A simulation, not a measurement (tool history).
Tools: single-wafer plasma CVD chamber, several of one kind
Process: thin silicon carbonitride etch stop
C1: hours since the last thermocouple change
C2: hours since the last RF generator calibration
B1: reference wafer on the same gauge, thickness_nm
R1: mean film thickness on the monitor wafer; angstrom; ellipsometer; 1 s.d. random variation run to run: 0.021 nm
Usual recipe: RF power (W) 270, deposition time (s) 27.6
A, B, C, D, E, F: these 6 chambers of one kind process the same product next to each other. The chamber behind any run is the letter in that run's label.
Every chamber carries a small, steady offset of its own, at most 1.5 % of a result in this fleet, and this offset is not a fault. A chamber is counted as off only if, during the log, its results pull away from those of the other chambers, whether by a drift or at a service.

{"run": "1C", "day": 0.196, "RF power (W)": 270, "deposition time (s)": 27.6, "C1": 384, "C2": 1101.4, "B1": 19.996, "R1": 173.97}
{"run": "2E", "day": 0.471, "RF power (W)": 270, "deposition time (s)": 27.6, "C1": 1522.8, "C2": 33.8, "B1": 19.996, "R1": 173.02}
{"run": "3D", "day": 0.658, "RF power (W)": 270, "deposition time (s)": 27.6, "C1": 1556.5, "C2": 1159.3, "B1": 19.997, "R1": 172.33}
{"run": "4A", "day": 0.821, "RF power (W)": 270, "deposition time (s)": 27.6, "C1": 2522.4, "C2": 682.7, "B1": 19.994, "R1": 172.62}
{"run": "5F", "day": 1.079, "RF power (W)": 270, "deposition time (s)": 27.6, "C1": 72.5, "C2": 1039.2, "B1": 19.99, "R1": 171.77}
{"run": "6B", "day": 1.371, "RF power (W)": 270, "deposition time (s)": 22.2, "C1": 228.5, "C2": 71.4, "B1": 19.993, "R1": 137.69}
{"run": "7E", "day": 1.546, "RF power (W)": 270, "deposition time (s)": 22.2, "C1": 1548.6, "C2": 59.6, "B1": 19.987, "R1": 139.01}
{"day": 1.667, "done": "chamber A: thermocouple changed; heater temperature recalibrated"}
{"run": "8B", "day": 1.733, "RF power (W)": 270, "deposition time (s)": 22.2, "C1": 237.2, "C2": 80.1, "B1": 19.983, "R1": 137.57}
{"run": "9F", "day": 2.012, "RF power (W)": 270, "deposition time (s)": 22.2, "C1": 94.9, "C2": 1061.6, "B1": 19.985, "R1": 138.17}
{"run": "10C", "day": 2.283, "RF power (W)": 270, "deposition time (s)": 22.2, "C1": 434.1, "C2": 1151.5, "B1": 19.98, "R1": 139.63}
{"day": 2.325, "done": "chamber C: RF generator calibrated"}
{"run": "11A", "day": 2.6, "RF power (W)": 270, "deposition time (s)": 22.2, "C1": 22.5, "C2": 725.4, "B1": 19.971, "R1": 139.13}
{"run": "12D", "day": 2.862, "RF power (W)": 270, "deposition time (s)": 27.6, "C1": 1609.4, "C2": 1212.2, "B1": 19.965, "R1": 171.75}
{"run": "13A", "day": 3.038, "RF power (W)": 270, "deposition time (s)": 27.6, "C1": 33, "C2": 735.9, "B1": 19.979, "R1": 172.82}
{"run": "14B", "day": 3.221, "RF power (W)": 270, "deposition time (s)": 27.6, "C1": 272.9, "C2": 115.8, "B1": 19.969, "R1": 170.98}
{"run": "15E", "day": 3.371, "RF power (W)": 270, "deposition time (s)": 27.6, "C1": 1592.4, "C2": 103.4, "B1": 19.972, "R1": 172.95}
{"run": "16C", "day": 3.638, "RF power (W)": 270, "deposition time (s)": 27.6, "C1": 466.6, "C2": 31.6, "B1": 19.964, "R1": 173.8}
{"run": "17D", "day": 3.804, "RF power (W)": 270, "deposition time (s)": 22.5, "C1": 1632, "C2": 1234.8, "B1": 19.963, "R1": 140.24}
{"run": "18F", "day": 4.071, "RF power (W)": 270, "deposition time (s)": 22.5, "C1": 144.3, "C2": 1111, "B1": 19.96, "R1": 139.94}
{"run": "19E", "day": 4.3, "RF power (W)": 270, "deposition time (s)": 22.5, "C1": 1614.7, "C2": 125.7, "B1": 19.96, "R1": 140.71}
{"day": 4.583, "done": "chamber D: thermocouple changed; heater temperature recalibrated"}
{"run": "20D", "day": 4.617, "RF power (W)": 270, "deposition time (s)": 22.5, "C1": 0.8, "C2": 1254.3, "B1": 19.959, "R1": 140.22}
{"run": "21B", "day": 4.817, "RF power (W)": 270, "deposition time (s)": 22.5, "C1": 311.2, "C2": 154.1, "B1": 19.951, "R1": 139.2}
{"run": "22F", "day": 5.112, "RF power (W)": 270, "deposition time (s)": 22.5, "C1": 169.3, "C2": 1136, "B1": 19.951, "R1": 139.67}
{"run": "23C", "day": 5.383, "RF power (W)": 270, "deposition time (s)": 27.6, "C1": 508.5, "C2": 73.5, "B1": 19.943, "R1": 173.86}
{"run": "24A", "day": 5.638, "RF power (W)": 270, "deposition time (s)": 27.6, "C1": 95.4, "C2": 798.3, "B1": 19.946, "R1": 172.54}
{"run": "25C", "day": 5.85, "RF power (W)": 310, "deposition time (s)": 27.6, "C1": 519.7, "C2": 84.7, "B1": 19.947, "R1": 180.74}
{"run": "26B", "day": 6.108, "RF power (W)": 310, "deposition time (s)": 27.6, "C1": 342.2, "C2": 185.1, "B1": 19.947, "R1": 177.86}
{"run": "27F", "day": 6.362, "RF power (W)": 310, "deposition time (s)": 27.6, "C1": 199.3, "C2": 1166, "B1": 19.941, "R1": 178.95}
{"run": "28E", "day": 6.558, "RF power (W)": 310, "deposition time (s)": 27.6, "C1": 1668.9, "C2": 179.9, "B1": 19.944, "R1": 179.57}
{"run": "29D", "day": 6.779, "RF power (W)": 310, "deposition time (s)": 27.6, "C1": 52.7, "C2": 1306.2, "B1": 19.941, "R1": 178.78}
{"run": "30A", "day": 6.971, "RF power (W)": 310, "deposition time (s)": 27.6, "C1": 127.4, "C2": 830.3, "B1": 19.94, "R1": 179.95}
{"run": "31D", "day": 7.279, "RF power (W)": 285, "deposition time (s)": 31.3, "C1": 64.7, "C2": 1318.2, "B1": 19.93, "R1": 197.74}
{"run": "32F", "day": 7.596, "RF power (W)": 285, "deposition time (s)": 31.3, "C1": 228.9, "C2": 1195.6, "B1": 19.924, "R1": 197.44}
{"run": "33E", "day": 7.775, "RF power (W)": 285, "deposition time (s)": 31.3, "C1": 1698.1, "C2": 209.1, "B1": 19.928, "R1": 198.11}
{"run": "34C", "day": 7.933, "RF power (W)": 285, "deposition time (s)": 31.3, "C1": 569.7, "C2": 134.7, "B1": 19.924, "R1": 199.92}
{"run": "35A", "day": 8.146, "RF power (W)": 285, "deposition time (s)": 31.3, "C1": 155.6, "C2": 858.5, "B1": 19.928, "R1": 198.73}
{"run": "36B", "day": 8.35, "RF power (W)": 285, "deposition time (s)": 31.3, "C1": 396, "C2": 238.9, "B1": 19.92, "R1": 196.36}
{"run": "37C", "day": 8.658, "RF power (W)": 300, "deposition time (s)": 27.6, "C1": 587.1, "C2": 152.1, "B1": 19.919, "R1": 178.64}
{"run": "38F", "day": 8.888, "RF power (W)": 300, "deposition time (s)": 27.6, "C1": 259.9, "C2": 1226.6, "B1": 19.921, "R1": 176.88}
{"run": "39E", "day": 9.208, "RF power (W)": 300, "deposition time (s)": 27.6, "C1": 1732.5, "C2": 243.5, "B1": 19.916, "R1": 177.74}
{"run": "40D", "day": 9.433, "RF power (W)": 300, "deposition time (s)": 27.6, "C1": 116.4, "C2": 1369.9, "B1": 19.914, "R1": 177.09}
{"run": "41B", "day": 9.592, "RF power (W)": 300, "deposition time (s)": 27.6, "C1": 425.8, "C2": 268.7, "B1": 19.911, "R1": 176.1}
{"run": "42A", "day": 9.762, "RF power (W)": 300, "deposition time (s)": 27.6, "C1": 194.4, "C2": 897.3, "B1": 19.911, "R1": 178.22}
{"run": "43B", "day": 10.038, "RF power (W)": 270, "deposition time (s)": 27.6, "C1": 436.5, "C2": 279.4, "B1": 19.905, "R1": 170.39}
{"run": "44C", "day": 10.262, "RF power (W)": 270, "deposition time (s)": 27.6, "C1": 625.6, "C2": 190.6, "B1": 19.904, "R1": 173.46}

Next, every chamber runs the same settings. What will each give?
{"run": "45A", "day": 10.496, "RF power (W)": 290, "deposition time (s)": 27.6, "R1": "?"}
{"run": "45B", "day": 10.496, "RF power (W)": 290, "deposition time (s)": 27.6, "R1": "?"}
{"run": "45C", "day": 10.496, "RF power (W)": 290, "deposition time (s)": 27.6, "R1": "?"}
{"run": "45D", "day": 10.496, "RF power (W)": 290, "deposition time (s)": 27.6, "R1": "?"}
{"run": "45E", "day": 10.496, "RF power (W)": 290, "deposition time (s)": 27.6, "R1": "?"}
{"run": "45F", "day": 10.496, "RF power (W)": 290, "deposition time (s)": 27.6, "R1": "?"}

run=45A R1=176.29
run=45B R1=174.09
run=45C R1=176.67
run=45D R1=175.02
run=45E R1=175.53
run=45F R1=174.77
